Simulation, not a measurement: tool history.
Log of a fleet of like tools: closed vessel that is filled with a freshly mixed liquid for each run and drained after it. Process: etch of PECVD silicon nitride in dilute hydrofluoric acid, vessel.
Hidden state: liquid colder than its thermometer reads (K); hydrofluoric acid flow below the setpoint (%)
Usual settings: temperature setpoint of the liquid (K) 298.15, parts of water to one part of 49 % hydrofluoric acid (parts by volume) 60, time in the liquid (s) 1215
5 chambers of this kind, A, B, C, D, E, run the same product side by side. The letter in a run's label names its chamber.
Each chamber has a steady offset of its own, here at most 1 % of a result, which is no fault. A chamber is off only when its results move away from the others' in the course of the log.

| run | hour | temperature setpoint of the liquid (K) | parts of water to one part of 49 % hydrofluoric acid (parts by volume) | time in the liquid (s) | hours since the thermometer was replaced | hours since the hydrofluoric acid flow meter was replaced | read-back film thickness of the PECVD silicon nitride reference wafer, read on the same gauge (nm) | thickness taken off the PECVD silicon nitride on a monitor wafer (angstrom) |
|---|---|---|---|---|---|---|---|---|
| 1A | 6.9 | 298.15 | 60 | 1215 | 469.9 | 535.4 | 119.99 | 366.88 |
| 2D | 16.6 | 298.15 | 60 | 1215 | 570.8 | 2330.6 | 120.04 | 370.48 |
| 3B | 26.4 | 298.15 | 60 | 1215 | 521 | 1669.1 | 120.01 | 363.06 |
| 4E | 38.2 | 298.15 | 60 | 1215 | 2529.9 | 885.4 | 120.01 | 365.16 |
| 5C | 51.5 | 298.15 | 35 | 1215 | 1004 | 462.7 | 120 | 614.21 |
| 6A | 62.8 | 298.15 | 35 | 1215 | 525.8 | 591.3 | 119.99 | 625.76 |
| 7E | 70.2 | 298.15 | 35 | 1215 | 2561.9 | 917.4 | 120.02 | 613.56 |
| 8B | 78.9 | 298.15 | 35 | 1215 | 573.5 | 1721.6 | 119.99 | 623.93 |
| 9C | 94.2 | 298.15 | 35 | 1215 | 1046.7 | 505.4 | 119.99 | 608.26 |
| 10D | 102.4 | 298.15 | 60 | 1215 | 656.6 | 2416.4 | 119.99 | 369.87 |
|  | 107.5 | chamber B: hydrofluoric acid flow meter replaced |
| 11B | 109.3 | 298.15 | 60 | 1215 | 603.9 | 1.8 | 120 | 363.65 |
|  | 114.2 | chamber D: hydrofluoric acid flow meter replaced |
| 12A | 119 | 298.15 | 60 | 1215 | 582 | 647.5 | 119.98 | 362.26 |
| 13C | 132.6 | 298.15 | 60 | 1215 | 1085.1 | 543.8 | 119.98 | 358.16 |
| 14E | 140.5 | 298.15 | 60 | 1215 | 2632.2 | 987.7 | 119.98 | 364.19 |
|  | 143.6 | chamber B: thermometer replaced |
| 15D | 155.7 | 298.15 | 60 | 1215 | 709.9 | 41.6 | 119.97 | 367.7 |
| 16C | 166.6 | 298.15 | 60 | 1215 | 1119.1 | 577.8 | 119.99 | 358.02 |
| 17A | 178.4 | 301.65 | 75 | 1215 | 641.4 | 706.9 | 120.02 | 370.21 |
| 18E | 190.1 | 301.65 | 75 | 1215 | 2681.8 | 1037.3 | 120.02 | 366.71 |
| 19B | 200 | 301.65 | 75 | 1215 | 56.5 | 92.5 | 120 | 367.01 |
| 20D | 210.8 | 301.65 | 75 | 1215 | 765 | 96.7 | 120 | 371.2 |
| 21E | 218.7 | 301.65 | 75 | 1215 | 2710.4 | 1065.9 | 120 | 368.34 |
| 22D | 232.5 | 298.15 | 60 | 1215 | 786.7 | 118.4 | 120 | 369.71 |
|  | 245.9 | chamber E: hydrofluoric acid flow meter replaced |
| 23B | 247.2 | 298.15 | 60 | 1215 | 103.7 | 139.7 | 120 | 367.13 |
| 24A | 257.9 | 298.15 | 60 | 1215 | 720.9 | 786.4 | 120 | 362.38 |
|  | 262.3 | chamber E: thermometer replaced |
| 25C | 265.3 | 298.15 | 60 | 1215 | 1217.8 | 676.5 | 120 | 350.42 |
| 26E | 275 | 298.15 | 60 | 1215 | 12.8 | 29.2 | 119.97 | 362.1 |
| 27A | 286.1 | 296.15 | 90 | 1215 | 749.1 | 814.6 | 120.02 | 212.81 |
| 28C | 298.9 | 296.15 | 90 | 1215 | 1251.4 | 710.1 | 120.03 | 203.28 |
| 29D | 309.5 | 296.15 | 90 | 1215 | 863.7 | 195.4 | 120.01 | 218.43 |
| 30B | 320.1 | 296.15 | 90 | 1215 | 176.6 | 212.6 | 119.98 | 213.07 |
| 31B | 334.9 | 296.15 | 90 | 1215 | 191.4 | 227.4 | 120.02 | 213.78 |
| 32D | 347.2 | 298.15 | 60 | 1215 | 901.4 | 233.1 | 120 | 368.35 |
| 33E | 357.4 | 298.15 | 60 | 1215 | 95.2 | 111.6 | 119.99 | 365.18 |
| 34A | 369.1 | 298.15 | 60 | 1215 | 832.1 | 897.6 | 120.01 | 367.45 |
| 35C | 377.8 | 298.15 | 60 | 1215 | 1330.3 | 789 | 119.99 | 340.87 |
| 36B | 391.6 | 298.15 | 60 | 1215 | 248.1 | 284.1 | 120 | 362.76 |

Is one chamber off against the others, does the gauge drift, or is nothing wrong? If a chamber is off, say which, and what the likeliest cause is.

Chamber C drifts away from the others.
Cause: liquid colder than its thermometer reads (K) = 1.11.
The log may not tell that from: hydrofluoric acid flow below the setpoint (%).

Here are 4 candidates for chamber C's next run, each the usual settings with a change, their results left as question marks. Which one brings its results back in line with what the others give on the usual settings?
In line means no further than this from the other chambers' mean on the usual settings: thickness taken off the PECVD silicon nitride on a monitor wafer (angstrom) 7.4
| 37C-1 | 403 | 297.65 | 65 | 1215 |  |  |  | ? |
| 37C-2 | 403 | 299.15 | 60 | 1215 |  |  |  | ? |
| 37C-3 | 403 | 298.15 | 65 | 1215 |  |  |  | ? |
| 37C-4 | 403 | 298.65 | 55 | 1215 |  |  |  | ? |

The other chambers' mean on the usual settings: thickness taken off the PECVD silicon nitride on a monitor wafer (angstrom) 365.79
| run | thickness taken off the PECVD silicon nitride on a monitor wafer (angstrom) |
|---|---|
| 37C-1 | 303.38 |
| 37C-2 | 362.21 |
| 37C-3 | 313.74 |
| 37C-4 | 381.29 |
37C-2 brings the chamber back in line.
